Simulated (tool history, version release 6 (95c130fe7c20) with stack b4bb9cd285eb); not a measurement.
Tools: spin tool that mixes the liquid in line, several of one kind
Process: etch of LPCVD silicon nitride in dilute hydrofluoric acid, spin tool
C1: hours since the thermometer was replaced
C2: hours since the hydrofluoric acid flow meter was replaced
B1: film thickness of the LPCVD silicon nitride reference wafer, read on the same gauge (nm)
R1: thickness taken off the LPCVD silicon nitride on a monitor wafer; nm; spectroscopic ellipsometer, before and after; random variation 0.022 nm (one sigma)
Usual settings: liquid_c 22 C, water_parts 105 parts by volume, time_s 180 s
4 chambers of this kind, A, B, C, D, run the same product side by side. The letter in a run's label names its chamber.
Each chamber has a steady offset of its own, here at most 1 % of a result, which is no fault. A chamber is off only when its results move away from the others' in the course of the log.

{"day": 0.004, "done": "chamber B: hydrofluoric acid flow meter replaced"}
{"run": "1B", "day": 0.312, "liquid_c": 22, "water_parts": 105, "time_s": 180, "C1": 1844, "C2": 7.5, "B1": 40.023, "R1": 0.74236}
{"run": "2A", "day": 0.683, "liquid_c": 22, "water_parts": 105, "time_s": 180, "C1": 745.7, "C2": 1940.9, "B1": 40.038, "R1": 0.7012}
{"run": "3D", "day": 1.042, "liquid_c": 22, "water_parts": 105, "time_s": 180, "C1": 423.3, "C2": 1245.3, "B1": 39.999, "R1": 0.69364}
{"run": "4C", "day": 1.417, "liquid_c": 22, "water_parts": 105, "time_s": 180, "C1": 501, "C2": 824.5, "B1": 39.986, "R1": 0.72553}
{"run": "5D", "day": 1.7, "liquid_c": 22, "water_parts": 145, "time_s": 140, "C1": 439.1, "C2": 1261.1, "B1": 39.982, "R1": 0.39331}
{"run": "6A", "day": 2.154, "liquid_c": 22, "water_parts": 145, "time_s": 140, "C1": 781, "C2": 1976.2, "B1": 39.979, "R1": 0.40651}
{"run": "7B", "day": 2.358, "liquid_c": 22, "water_parts": 145, "time_s": 140, "C1": 1893.1, "C2": 56.6, "B1": 40.007, "R1": 0.39849}
{"run": "8C", "day": 2.721, "liquid_c": 22, "water_parts": 145, "time_s": 140, "C1": 532.3, "C2": 855.8, "B1": 40.024, "R1": 0.42487}
{"run": "9B", "day": 3.071, "liquid_c": 22, "water_parts": 105, "time_s": 180, "C1": 1910.2, "C2": 73.7, "B1": 39.984, "R1": 0.68295}
{"run": "10D", "day": 3.362, "liquid_c": 22, "water_parts": 105, "time_s": 180, "C1": 479, "C2": 1301, "B1": 40.015, "R1": 0.72734}
{"run": "11A", "day": 3.754, "liquid_c": 22, "water_parts": 105, "time_s": 180, "C1": 819.4, "C2": 2014.6, "B1": 40.017, "R1": 0.69336}
{"run": "12C", "day": 4.146, "liquid_c": 22, "water_parts": 105, "time_s": 180, "C1": 566.5, "C2": 890, "B1": 39.99, "R1": 0.72669}
{"day": 4.229, "done": "chamber D: hydrofluoric acid flow meter replaced"}
{"run": "13C", "day": 4.45, "liquid_c": 22, "water_parts": 105, "time_s": 180, "C1": 573.8, "C2": 897.3, "B1": 39.938, "R1": 0.74448}
{"run": "14A", "day": 4.771, "liquid_c": 22, "water_parts": 105, "time_s": 180, "C1": 843.8, "C2": 2039, "B1": 40.022, "R1": 0.75552}
{"run": "15D", "day": 5.212, "liquid_c": 22, "water_parts": 105, "time_s": 180, "C1": 523.4, "C2": 23.7, "B1": 39.98, "R1": 0.70799}
{"run": "16B", "day": 5.471, "liquid_c": 22, "water_parts": 105, "time_s": 180, "C1": 1967.8, "C2": 131.3, "B1": 40.016, "R1": 0.66532}
{"run": "17C", "day": 5.938, "liquid_c": 22, "water_parts": 105, "time_s": 180, "C1": 609.5, "C2": 933, "B1": 40.003, "R1": 0.75303}
{"run": "18B", "day": 6.238, "liquid_c": 22, "water_parts": 105, "time_s": 180, "C1": 1986.2, "C2": 149.7, "B1": 39.954, "R1": 0.72055}
{"run": "19D", "day": 6.612, "liquid_c": 22, "water_parts": 105, "time_s": 180, "C1": 557, "C2": 57.3, "B1": 40, "R1": 0.70205}
{"run": "20A", "day": 6.933, "liquid_c": 22, "water_parts": 105, "time_s": 180, "C1": 895.7, "C2": 2090.9, "B1": 39.992, "R1": 0.7296}
{"run": "21B", "day": 7.383, "liquid_c": 22, "water_parts": 140, "time_s": 180, "C1": 2013.7, "C2": 177.2, "B1": 39.943, "R1": 0.52503}
{"run": "22A", "day": 7.638, "liquid_c": 22, "water_parts": 140, "time_s": 180, "C1": 912.6, "C2": 2107.8, "B1": 40.021, "R1": 0.51975}
{"run": "23C", "day": 8.0, "liquid_c": 22, "water_parts": 140, "time_s": 180, "C1": 659, "C2": 982.5, "B1": 40.004, "R1": 0.53801}
{"run": "24D", "day": 8.221, "liquid_c": 22, "water_parts": 140, "time_s": 180, "C1": 595.6, "C2": 95.9, "B1": 39.999, "R1": 0.56505}
{"run": "25B", "day": 8.558, "liquid_c": 22, "water_parts": 105, "time_s": 180, "C1": 2041.9, "C2": 205.4, "B1": 40, "R1": 0.74206}
{"run": "26C", "day": 8.888, "liquid_c": 22, "water_parts": 105, "time_s": 180, "C1": 680.3, "C2": 1003.8, "B1": 40.019, "R1": 0.68851}
{"run": "27A", "day": 9.321, "liquid_c": 22, "water_parts": 105, "time_s": 180, "C1": 953, "C2": 2148.2, "B1": 40.045, "R1": 0.71366}
{"run": "28D", "day": 9.675, "liquid_c": 22, "water_parts": 105, "time_s": 180, "C1": 630.5, "C2": 130.8, "B1": 40, "R1": 0.69757}
{"run": "29A", "day": 9.983, "liquid_c": 22, "water_parts": 105, "time_s": 180, "C1": 968.9, "C2": 2164.1, "B1": 40.019, "R1": 0.74031}
{"run": "30D", "day": 10.442, "liquid_c": 22, "water_parts": 105, "time_s": 180, "C1": 648.9, "C2": 149.2, "B1": 39.987, "R1": 0.69523}
{"run": "31C", "day": 10.792, "liquid_c": 22, "water_parts": 105, "time_s": 180, "C1": 726, "C2": 1049.5, "B1": 40.015, "R1": 0.7105}
{"run": "32B", "day": 11.038, "liquid_c": 22, "water_parts": 105, "time_s": 180, "C1": 2101.4, "C2": 264.9, "B1": 39.984, "R1": 0.7208}
{"run": "33A", "day": 11.262, "liquid_c": 22, "water_parts": 105, "time_s": 180, "C1": 999.6, "C2": 2194.8, "B1": 40.002, "R1": 0.72672}
{"run": "34C", "day": 11.633, "liquid_c": 22, "water_parts": 105, "time_s": 180, "C1": 746.2, "C2": 1069.7, "B1": 39.998, "R1": 0.71661}
{"run": "35B", "day": 11.967, "liquid_c": 22, "water_parts": 105, "time_s": 180, "C1": 2123.7, "C2": 287.2, "B1": 40.004, "R1": 0.68932}
{"run": "36D", "day": 12.192, "liquid_c": 22, "water_parts": 105, "time_s": 180, "C1": 690.9, "C2": 191.2, "B1": 39.991, "R1": 0.7181}
{"run": "37A", "day": 12.55, "liquid_c": 22, "water_parts": 105, "time_s": 180, "C1": 1030.5, "C2": 2225.7, "B1": 40.014, "R1": 0.73721}
{"run": "38D", "day": 12.958, "liquid_c": 18, "water_parts": 105, "time_s": 180, "C1": 709.3, "C2": 209.6, "B1": 40.021, "R1": 0.5295}
{"run": "39C", "day": 13.288, "liquid_c": 18, "water_parts": 105, "time_s": 180, "C1": 785.9, "C2": 1109.4, "B1": 40.004, "R1": 0.54465}
{"run": "40B", "day": 13.533, "liquid_c": 18, "water_parts": 105, "time_s": 180, "C1": 2161.3, "C2": 324.8, "B1": 39.99, "R1": 0.53579}
{"run": "41C", "day": 13.767, "liquid_c": 18, "water_parts": 105, "time_s": 180, "C1": 797.4, "C2": 1120.9, "B1": 39.987, "R1": 0.52465}

What goes on in this fleet: one chamber off, a drifting gauge, or nothing beyond the chambers' own small offsets? Name the chamber and the cause, if any.

No chamber stands off beyond its own small offset, and the gauge holds steady.

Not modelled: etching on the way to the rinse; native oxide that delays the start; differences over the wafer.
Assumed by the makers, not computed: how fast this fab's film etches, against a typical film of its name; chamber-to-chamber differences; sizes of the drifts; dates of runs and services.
